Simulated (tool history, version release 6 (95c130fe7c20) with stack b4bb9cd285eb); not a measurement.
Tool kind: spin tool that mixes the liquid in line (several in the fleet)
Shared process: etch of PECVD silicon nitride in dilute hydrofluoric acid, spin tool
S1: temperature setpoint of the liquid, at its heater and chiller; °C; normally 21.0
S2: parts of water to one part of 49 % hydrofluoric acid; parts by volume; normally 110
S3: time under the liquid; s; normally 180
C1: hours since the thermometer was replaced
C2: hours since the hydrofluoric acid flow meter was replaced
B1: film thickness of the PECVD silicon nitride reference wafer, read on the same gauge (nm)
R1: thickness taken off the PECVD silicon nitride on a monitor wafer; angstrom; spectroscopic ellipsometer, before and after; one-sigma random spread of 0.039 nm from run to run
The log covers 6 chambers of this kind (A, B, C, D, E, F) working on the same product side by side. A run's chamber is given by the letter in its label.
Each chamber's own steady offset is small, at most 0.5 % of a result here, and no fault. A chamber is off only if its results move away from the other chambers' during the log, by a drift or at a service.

run 1A day=0.162 | S1=21.0 S2=110 S3=180 | C1=955.8 C2=1508.7 | B1=60.009 | R1=27.2230
run 2E day=0.254 | S1=21.0 S2=110 S3=180 | C1=86.6 C2=856.0 | B1=59.999 | R1=27.7470
run 3F day=0.396 | S1=21.0 S2=110 S3=180 | C1=954.9 C2=190.0 | B1=60.036 | R1=27.6100
run 4C day=0.521 | S1=21.0 S2=110 S3=180 | C1=1993.8 C2=754.0 | B1=59.996 | R1=27.1820
run 5B day=0.725 | S1=21.0 S2=110 S3=180 | C1=558.7 C2=122.5 | B1=60.027 | R1=28.0520
run 6D day=0.875 | S1=21.0 S2=110 S3=180 | C1=169.1 C2=254.8 | B1=59.969 | R1=27.9400
run 7F day=1.083 | S1=21.0 S2=110 S3=180 | C1=971.4 C2=206.5 | B1=60.088 | R1=27.6610
run 8A day=1.183 | S1=21.0 S2=110 S3=180 | C1=980.3 C2=1533.2 | B1=60.022 | R1=28.1210
run 9B day=1.350 | S1=21.0 S2=110 S3=180 | C1=573.7 C2=137.5 | B1=59.968 | R1=28.0320
run 10C day=1.512 | S1=17.0 S2=110 S3=75 | C1=2017.6 C2=777.8 | B1=59.981 | R1=8.6551
run 11D day=1.638 | S1=17.0 S2=110 S3=75 | C1=187.4 C2=273.1 | B1=60.006 | R1=8.9891
run 12E day=1.729 | S1=17.0 S2=110 S3=75 | C1=122.0 C2=891.4 | B1=59.993 | R1=8.8299
run 13A day=1.867 | S1=17.0 S2=110 S3=75 | C1=996.7 C2=1549.6 | B1=60.008 | R1=8.3513
run 14E day=1.992 | S1=17.0 S2=110 S3=75 | C1=128.3 C2=897.7 | B1=60.002 | R1=8.8455
run 15F day=2.096 | S1=17.0 S2=110 S3=75 | C1=995.7 C2=230.8 | B1=60.008 | R1=8.6515
run 16B day=2.292 | S1=17.0 S2=110 S3=135 | C1=596.3 C2=160.1 | B1=59.957 | R1=15.8360
run 17C day=2.433 | S1=17.0 S2=110 S3=135 | C1=2039.7 C2=799.9 | B1=59.965 | R1=15.8050
run 18D day=2.554 | S1=17.0 S2=110 S3=135 | C1=209.4 C2=295.1 | B1=60.007 | R1=15.5930
run 19D day=2.671 | S1=17.0 S2=110 S3=135 | C1=212.2 C2=297.9 | B1=60.014 | R1=15.7200
run 20A day=2.800 | S1=17.0 S2=110 S3=135 | C1=1019.1 C2=1572.0 | B1=60.012 | R1=14.6900
run 21C day=2.962 | S1=17.0 S2=110 S3=135 | C1=2052.4 C2=812.6 | B1=60.038 | R1=15.8760
run 22F day=3.100 | S1=21.0 S2=110 S3=180 | C1=1019.8 C2=254.9 | B1=60.035 | R1=28.5140
run 23B day=3.254 | S1=21.0 S2=110 S3=180 | C1=619.4 C2=183.2 | B1=60.007 | R1=28.1220
run 24E day=3.408 | S1=18.5 S2=110 S3=255 | C1=162.3 C2=931.7 | B1=60.011 | R1=32.7380
run 25E day=3.525 | S1=18.5 S2=110 S3=255 | C1=165.1 C2=934.5 | B1=59.976 | R1=33.1300
run 26C day=3.712 | S1=18.5 S2=110 S3=255 | C1=2070.4 C2=830.6 | B1=59.944 | R1=33.4160
run 27B day=3.904 | S1=18.5 S2=110 S3=255 | C1=635.0 C2=198.8 | B1=59.999 | R1=32.9510
run 28A day=4.067 | S1=18.5 S2=110 S3=255 | C1=1049.5 C2=1602.4 | B1=60.020 | R1=29.5960
run 29F day=4.221 | S1=18.5 S2=110 S3=255 | C1=1046.7 C2=281.8 | B1=60.017 | R1=33.0060
run 30D day=4.408 | S1=21.0 S2=110 S3=180 | C1=253.9 C2=339.6 | B1=59.981 | R1=27.3690
run 31F day=4.538 | S1=21.0 S2=110 S3=180 | C1=1054.3 C2=289.4 | B1=60.016 | R1=27.4620
run 32D day=4.650 | S1=21.0 S2=110 S3=180 | C1=259.7 C2=345.4 | B1=60.006 | R1=27.5210
run 33A day=4.775 | S1=21.0 S2=75 S3=80 | C1=1066.5 C2=1619.4 | B1=60.002 | R1=15.9740
run 34B day=4.942 | S1=21.0 S2=75 S3=80 | C1=659.9 C2=223.7 | B1=60.019 | R1=17.7010
run 35E day=5.125 | S1=21.0 S2=75 S3=80 | C1=203.5 C2=972.9 | B1=59.998 | R1=17.3070
run 36C day=5.317 | S1=21.0 S2=75 S3=80 | C1=2108.9 C2=869.1 | B1=60.023 | R1=17.9260
run 37D day=5.442 | S1=21.0 S2=75 S3=80 | C1=278.7 C2=364.4 | B1=59.962 | R1=18.1520
run 38B day=5.629 | S1=21.0 S2=75 S3=80 | C1=676.4 C2=240.2 | B1=60.018 | R1=17.7090
run 39F day=5.746 | S1=21.0 S2=110 S3=180 | C1=1083.3 C2=318.4 | B1=59.997 | R1=27.1260
run 40E day=5.950 | S1=21.0 S2=110 S3=180 | C1=223.3 C2=992.7 | B1=60.026 | R1=27.3900
run 41C day=6.062 | S1=21.0 S2=110 S3=180 | C1=2126.8 C2=887.0 | B1=59.983 | R1=27.5830
run 42A day=6.242 | S1=21.0 S2=110 S3=180 | C1=1101.7 C2=1654.6 | B1=59.993 | R1=23.3410
run 43F day=6.396 | S1=21.0 S2=110 S3=180 | C1=1098.9 C2=334.0 | B1=59.973 | R1=27.4670
run 44B day=6.508 | S1=21.0 S2=110 S3=180 | C1=697.5 C2=261.3 | B1=60.001 | R1=27.5960

All chambers now run identical settings, listed one chamber a line with results as question marks. What results will each chamber show?
run 45A day=6.658 | S1=21.0 S2=135 S3=180 | R1=?
run 45B day=6.658 | S1=21.0 S2=135 S3=180 | R1=?
run 45C day=6.658 | S1=21.0 S2=135 S3=180 | R1=?
run 45D day=6.658 | S1=21.0 S2=135 S3=180 | R1=?
run 45E day=6.658 | S1=21.0 S2=135 S3=180 | R1=?
run 45F day=6.658 | S1=21.0 S2=135 S3=180 | R1=?

run=45A R1=19.2020
run=45B R1=22.4110
run=45C R1=22.2810
run=45D R1=23.0640
run=45E R1=21.8780
run=45F R1=22.8390
